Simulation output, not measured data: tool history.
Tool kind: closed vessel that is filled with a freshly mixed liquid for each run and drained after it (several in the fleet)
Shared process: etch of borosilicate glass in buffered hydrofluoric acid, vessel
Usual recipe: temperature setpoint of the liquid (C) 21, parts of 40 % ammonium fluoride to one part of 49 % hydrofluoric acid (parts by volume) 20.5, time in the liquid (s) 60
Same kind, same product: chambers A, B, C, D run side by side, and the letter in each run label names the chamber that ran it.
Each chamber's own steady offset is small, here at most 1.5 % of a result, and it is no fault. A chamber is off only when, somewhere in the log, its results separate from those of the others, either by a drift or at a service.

| run | hour | temperature setpoint of the liquid (C) | parts of 40 % ammonium fluoride to one part of 49 % hydrofluoric acid (parts by volume) | time in the liquid (s) | hours since the thermometer was replaced | hours since the hydrofluoric acid flow meter was replaced | read-back film thickness of the borosilicate glass reference wafer, read on the same gauge (nm) | thickness taken off the borosilicate glass on a monitor wafer (nm) |
|---|---|---|---|---|---|---|---|---|
| 1A | 5.5 | 21 | 20.5 | 60 | 940.8 | 1803.4 | 70.012 | 31.715 |
| 2D | 10.9 | 21 | 20.5 | 60 | 1563.2 | 95.7 | 69.979 | 31.614 |
| 3B | 15.5 | 21 | 20.5 | 60 | 2414.5 | 982.5 | 69.996 | 31.179 |
| 4C | 24.6 | 21 | 20.5 | 60 | 190.6 | 1967.6 | 69.98 | 31.413 |
| 5B | 30.8 | 21 | 20.5 | 60 | 2429.8 | 997.8 | 70.003 | 31.183 |
| 6A | 39.2 | 21 | 20.5 | 60 | 974.5 | 1837.1 | 69.987 | 31.735 |
| 7C | 48.4 | 21 | 20.5 | 60 | 214.4 | 1991.4 | 69.983 | 31.231 |
| 8D | 54.5 | 21 | 20.5 | 60 | 1606.8 | 139.3 | 70.005 | 31.862 |
| 9A | 61 | 21 | 20.5 | 60 | 996.3 | 1858.9 | 70.003 | 31.628 |
| 10D | 70.9 | 21 | 20.5 | 60 | 1623.2 | 155.7 | 70.01 | 31.789 |
| 11C | 75.4 | 21 | 20.5 | 60 | 241.4 | 2018.4 | 69.971 | 31.481 |
| 12B | 84.3 | 21 | 20.5 | 60 | 2483.3 | 1051.3 | 70.03 | 31.268 |
| 13D | 88.7 | 21 | 20.5 | 60 | 1641 | 173.5 | 70.052 | 31.64 |
| 14C | 98.3 | 17.5 | 20.5 | 60 | 264.3 | 2041.3 | 70.012 | 25.932 |
| 15B | 105.4 | 17.5 | 20.5 | 60 | 2504.4 | 1072.4 | 70.04 | 25.739 |
|  | 111.9 | chamber B: hydrofluoric acid flow meter replaced |
| 16A | 112.1 | 17.5 | 20.5 | 60 | 1047.4 | 1910 | 70.024 | 25.646 |
| 17C | 119.1 | 17.5 | 20.5 | 60 | 285.1 | 2062.1 | 70.024 | 25.81 |
| 18B | 128.3 | 21 | 20.5 | 60 | 2527.3 | 16.5 | 70.02 | 31.145 |
| 19D | 137.4 | 21 | 20.5 | 60 | 1689.7 | 222.2 | 70.006 | 31.826 |
| 20A | 144.5 | 21 | 20.5 | 60 | 1079.8 | 1942.4 | 70.012 | 30.871 |
|  | 152.7 | chamber D: thermometer replaced |
| 21A | 153.8 | 21 | 20.5 | 60 | 1089.1 | 1951.7 | 70.012 | 30.676 |
| 22D | 160 | 19 | 20.5 | 30 | 7.3 | 244.8 | 70.009 | 14.232 |
| 23B | 167.1 | 19 | 20.5 | 30 | 2566.1 | 55.3 | 70.055 | 13.967 |
| 24C | 176.1 | 19 | 20.5 | 30 | 342.1 | 2119.1 | 70.005 | 13.973 |

Which is it: a chamber that has drifted or been left off by a service, a gauge drift common to all chambers, or only each chamber's usual small offset? If a chamber is off, name it and its likeliest cause.

One chamber, A, drifts off from the rest bit by bit.
Likeliest cause: liquid colder than its thermometer reads (K) = 0.7.
Not necessarily distinguishable in this log from: hydrofluoric acid flow below the setpoint (%).

Chamber A could run next with any of the 4 candidate recipes listed below; each alters the usual settings, and their results appear as question marks. Which one brings its results back in line with what the other chambers deliver on the usual settings?
Allowed miss from the other chambers' usual-settings mean, per result, to count as in line: thickness taken off the borosilicate glass on a monitor wafer (nm) 0.51
| 25A-1 | 183.2 | 22 | 20.5 | 60 |  |  |  | ? |
| 25A-2 | 183.2 | 21 | 21.5 | 60 |  |  |  | ? |
| 25A-3 | 183.2 | 21.5 | 20.5 | 60 |  |  |  | ? |
| 25A-4 | 183.2 | 21 | 22.5 | 60 |  |  |  | ? |

The mean the other chambers reach with the usual settings: thickness taken off the borosilicate glass on a monitor wafer (nm) 31.42
| run | thickness taken off the borosilicate glass on a monitor wafer (nm) |
|---|---|
| 25A-1 | 32.244 |
| 25A-2 | 29.513 |
| 25A-3 | 31.356 |
| 25A-4 | 28.593 |
The answer is 25A-3, which returns the chamber to within the allowed miss of the others.
